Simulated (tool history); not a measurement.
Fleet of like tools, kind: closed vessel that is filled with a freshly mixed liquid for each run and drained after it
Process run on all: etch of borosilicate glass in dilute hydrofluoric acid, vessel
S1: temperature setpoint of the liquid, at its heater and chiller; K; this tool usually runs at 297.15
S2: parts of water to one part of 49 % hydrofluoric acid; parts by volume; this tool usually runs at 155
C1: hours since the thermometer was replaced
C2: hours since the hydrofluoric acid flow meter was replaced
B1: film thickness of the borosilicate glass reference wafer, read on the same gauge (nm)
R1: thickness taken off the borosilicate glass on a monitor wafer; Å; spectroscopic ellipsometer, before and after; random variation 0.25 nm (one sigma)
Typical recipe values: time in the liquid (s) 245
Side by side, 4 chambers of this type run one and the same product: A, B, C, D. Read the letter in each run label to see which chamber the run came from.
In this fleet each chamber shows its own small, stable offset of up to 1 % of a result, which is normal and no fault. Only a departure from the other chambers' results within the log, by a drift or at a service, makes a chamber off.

Run 1A, hour 7.9: usual settings; C1 605.1; C2 491.7; B1 129.99. Result: R1 329.38 Å.
Run 2D, hour 14.4: usual settings; C1 457.0; C2 570.1; B1 130.00. Result: R1 332.37 Å.
Run 3C, hour 18.8: usual settings; C1 880.5; C2 189.7; B1 129.99. Result: R1 331.72 Å.
Run 4B, hour 24.5: usual settings; C1 795.8; C2 522.1; B1 129.99. Result: R1 323.98 Å.
Run 5B, hour 32.9: usual settings; C1 804.2; C2 530.5; B1 130.01. Result: R1 330.41 Å.
Run 6C, hour 41.1: usual settings but S2 200 parts by volume, time in the liquid (s) 300; C1 902.8; C2 212.0; B1 130.00. Result: R1 302.22 Å.
Run 7D, hour 49.4: usual settings but S2 200 parts by volume, time in the liquid (s) 300; C1 492.0; C2 605.1; B1 130.01. Result: R1 295.81 Å.
Run 8A, hour 53.9: usual settings but S2 200 parts by volume, time in the liquid (s) 300; C1 651.1; C2 537.7; B1 130.00. Result: R1 300.43 Å.
Run 9A, hour 58.2: usual settings but S2 200 parts by volume, time in the liquid (s) 300; C1 655.4; C2 542.0; B1 130.00. Result: R1 297.09 Å.
At hour 61.1: chamber D: hydrofluoric acid flow meter replaced.
Run 10C, hour 66.4: usual settings but S1 299.65 K, S2 85 parts by volume; C1 928.1; C2 237.3; B1 129.97. Result: R1 713.15 Å.
Run 11B, hour 72.7: usual settings but S1 299.65 K, S2 85 parts by volume; C1 844.0; C2 570.3; B1 130.00. Result: R1 729.68 Å.
Run 12D, hour 80.7: usual settings but S1 299.65 K, S2 85 parts by volume; C1 523.3; C2 19.7; B1 130.02. Result: R1 700.04 Å.
Run 13D, hour 84.5: usual settings but S1 299.65 K, S2 85 parts by volume; C1 527.1; C2 23.5; B1 130.00. Result: R1 714.27 Å.
Run 14A, hour 91.6: usual settings; C1 688.8; C2 575.4; B1 130.03. Result: R1 333.37 Å.
Run 15B, hour 97.6: usual settings; C1 868.9; C2 595.2; B1 130.02. Result: R1 323.89 Å.
Run 16C, hour 102.0: usual settings but S1 301.15 K, time in the liquid (s) 105; C1 963.7; C2 272.9; B1 129.98. Result: R1 163.96 Å.
Run 17A, hour 107.6: usual settings but S1 301.15 K, time in the liquid (s) 105; C1 704.8; C2 591.4; B1 130.00. Result: R1 165.34 Å.
Run 18B, hour 113.6: usual settings but S1 301.15 K, time in the liquid (s) 105; C1 884.9; C2 611.2; B1 130.02. Result: R1 163.19 Å.
Run 19D, hour 121.9: usual settings but S1 301.15 K, time in the liquid (s) 105; C1 564.5; C2 60.9; B1 130.01. Result: R1 159.57 Å.
Run 20C, hour 128.5: usual settings; C1 990.2; C2 299.4; B1 130.00. Result: R1 333.10 Å.
Run 21C, hour 136.2: usual settings; C1 997.9; C2 307.1; B1 130.00. Result: R1 334.44 Å.
Run 22A, hour 141.1: usual settings; C1 738.3; C2 624.9; B1 130.01. Result: R1 333.32 Å.
Run 23D, hour 146.0: usual settings; C1 588.6; C2 85.0; B1 130.00. Result: R1 320.43 Å.
Run 24B, hour 151.1: usual settings; C1 922.4; C2 648.7; B1 130.00. Result: R1 330.10 Å.
Run 25B, hour 157.3: usual settings; C1 928.6; C2 654.9; B1 129.99. Result: R1 324.56 Å.
At hour 157.7: chamber B: hydrofluoric acid flow meter replaced.
Run 26D, hour 163.6: usual settings; C1 606.2; C2 102.6; B1 130.00. Result: R1 315.02 Å.
Run 27A, hour 172.0: usual settings; C1 769.2; C2 655.8; B1 130.00. Result: R1 327.72 Å.
Run 28C, hour 176.4: usual settings; C1 1038.1; C2 347.3; B1 129.99. Result: R1 331.22 Å.
Run 29B, hour 184.1: usual settings; C1 955.4; C2 26.5; B1 130.01. Result: R1 328.10 Å.
Run 30C, hour 189.8: usual settings; C1 1051.5; C2 360.7; B1 130.01. Result: R1 334.66 Å.
Run 31A, hour 194.5: usual settings; C1 791.7; C2 678.3; B1 130.01. Result: R1 331.50 Å.
Run 32D, hour 198.9: usual settings; C1 641.5; C2 137.9; B1 130.00. Result: R1 308.72 Å.
Run 33C, hour 207.1: usual settings; C1 1068.8; C2 378.0; B1 129.99. Result: R1 334.64 Å.
Run 34A, hour 213.7: usual settings but S1 300.65 K, time in the liquid (s) 120; C1 810.9; C2 697.5; B1 130.00. Result: R1 184.64 Å.
Run 35B, hour 218.9: usual settings but S1 300.65 K, time in the liquid (s) 120; C1 990.2; C2 61.3; B1 129.99. Result: R1 184.22 Å.

Next, all 4 chambers run the settings below, one line each with question marks for the results. What does each chamber give?
Run 36A, hour 225.1: usual settings but S1 299.15 K. Result: R1 ?.
Run 36B, hour 225.1: usual settings but S1 299.15 K. Result: R1 ?.
Run 36C, hour 225.1: usual settings but S1 299.15 K. Result: R1 ?.
Run 36D, hour 225.1: usual settings but S1 299.15 K. Result: R1 ?.

run      R1
36A  357.11
36B  356.64
36C  358.57
36D  334.65
